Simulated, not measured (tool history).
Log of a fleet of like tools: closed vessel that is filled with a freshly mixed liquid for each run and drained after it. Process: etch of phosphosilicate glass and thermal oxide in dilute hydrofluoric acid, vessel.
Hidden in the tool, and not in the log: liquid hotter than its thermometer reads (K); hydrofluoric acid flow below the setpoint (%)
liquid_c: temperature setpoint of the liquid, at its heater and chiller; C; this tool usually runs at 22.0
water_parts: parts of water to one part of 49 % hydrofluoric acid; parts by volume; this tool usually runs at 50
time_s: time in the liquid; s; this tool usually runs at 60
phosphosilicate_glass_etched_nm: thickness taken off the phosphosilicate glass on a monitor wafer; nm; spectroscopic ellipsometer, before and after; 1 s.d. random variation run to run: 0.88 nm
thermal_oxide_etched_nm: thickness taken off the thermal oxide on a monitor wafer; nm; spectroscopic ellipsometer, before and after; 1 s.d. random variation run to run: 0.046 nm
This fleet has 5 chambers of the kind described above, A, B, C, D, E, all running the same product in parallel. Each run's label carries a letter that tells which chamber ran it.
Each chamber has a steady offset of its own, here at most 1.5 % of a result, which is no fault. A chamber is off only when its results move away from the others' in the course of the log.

run,hour,liquid_c,water_parts,time_s,hours since the thermometer was replaced,hours since the hydrofluoric acid flow meter was replaced,"read-back film thickness of the phosphosilicate glass reference wafer, read on the same gauge (nm)","read-back film thickness of the thermal oxide reference wafer, read on the same gauge (nm)",phosphosilicate_glass_etched_nm,thermal_oxide_etched_nm
1D,2.6,22.0,50,60,736.9,439.4,30.012,70.001,95.713,5.8383
2E,5.5,22.0,50,60,1102.2,349.5,29.958,69.972,97.143,5.7645
3B,9.8,22.0,50,60,1632.5,747.7,30.045,69.983,97.462,5.7258
4C,15.0,22.0,50,60,1210.7,1492.8,30.015,69.983,97.746,5.6497
5A,18.4,22.0,50,60,915.5,1304.1,30.034,69.986,97.661,5.6994
6D,21.1,22.0,50,60,755.4,457.9,29.994,70.001,97.241,5.7876
7E,25.5,22.0,50,60,1122.2,369.5,30.006,70.007,97.850,5.7522
# hour 27.1: chamber E: hydrofluoric acid flow meter replaced
8B,29.4,22.0,50,60,1652.1,767.3,29.967,70.015,97.460,5.7424
9C,33.8,22.0,50,60,1229.5,1511.6,30.006,69.991,98.168,5.6339
# hour 35.6: chamber A: hydrofluoric acid flow meter replaced
10A,38.8,22.0,50,60,935.9,3.3,29.984,69.989,97.844,5.7156
11C,43.8,22.0,50,60,1239.5,1521.6,29.977,70.005,98.304,5.6989
12A,47.2,22.0,50,60,944.3,11.7,30.044,69.997,97.484,5.6430
13E,50.8,22.0,50,60,1147.5,23.8,30.022,70.017,98.904,5.8228
14B,55.3,22.0,50,60,1678.0,793.2,30.042,70.011,97.092,5.8559
15D,58.4,22.0,50,60,792.7,495.2,29.986,69.981,96.180,5.8153
16E,63.4,22.0,50,60,1160.1,36.4,30.024,69.988,97.011,5.7547
17B,67.8,22.0,50,60,1690.5,805.7,29.972,70.008,98.752,5.7240
18D,71.9,22.0,50,60,806.2,508.7,29.981,69.962,97.275,5.7440
19A,74.9,22.0,50,60,972.0,39.4,30.003,70.014,98.058,5.6465
20C,79.0,22.0,50,60,1274.7,1556.8,30.023,69.999,98.972,5.7281
21A,84.0,22.0,50,60,981.1,48.5,29.983,70.022,97.594,5.7928
22B,87.8,22.0,50,60,1710.5,825.7,29.973,70.024,97.095,5.7604
23E,91.5,22.0,50,60,1188.2,64.5,30.009,69.982,97.493,5.7879
24D,94.0,22.0,50,60,828.3,530.8,29.991,69.990,96.767,5.7736
25C,98.1,17.5,50,60,1293.8,1575.9,30.038,69.948,80.718,4.7191
26B,102.3,17.5,50,60,1725.0,840.2,30.010,69.999,79.350,4.7436
27E,105.5,17.5,50,60,1202.2,78.5,29.975,70.016,79.959,4.7212
28C,110.2,17.5,50,60,1305.9,1588.0,29.995,69.975,79.873,4.6677
29D,114.3,17.5,50,60,848.6,551.1,29.957,69.993,80.001,4.8269
30A,117.2,22.0,50,60,1014.3,81.7,29.984,69.978,97.673,5.6429
31D,120.7,22.0,50,60,855.0,557.5,29.993,70.009,97.322,5.8059
32E,123.4,22.0,50,60,1220.1,96.4,29.937,70.024,97.282,5.7585
33C,126.9,22.0,50,60,1322.6,1604.7,30.025,69.998,98.192,5.7053
34A,131.1,22.0,50,60,1028.2,95.6,29.995,70.000,97.733,5.7082

Does one chamber stand apart from the rest, does the shared gauge drift, or is all well apart from small per-chamber offsets? Give the chamber and the most likely cause, where there is one.

Nothing is wrong: each chamber keeps only its own small, steady offset and the gauge holds still.
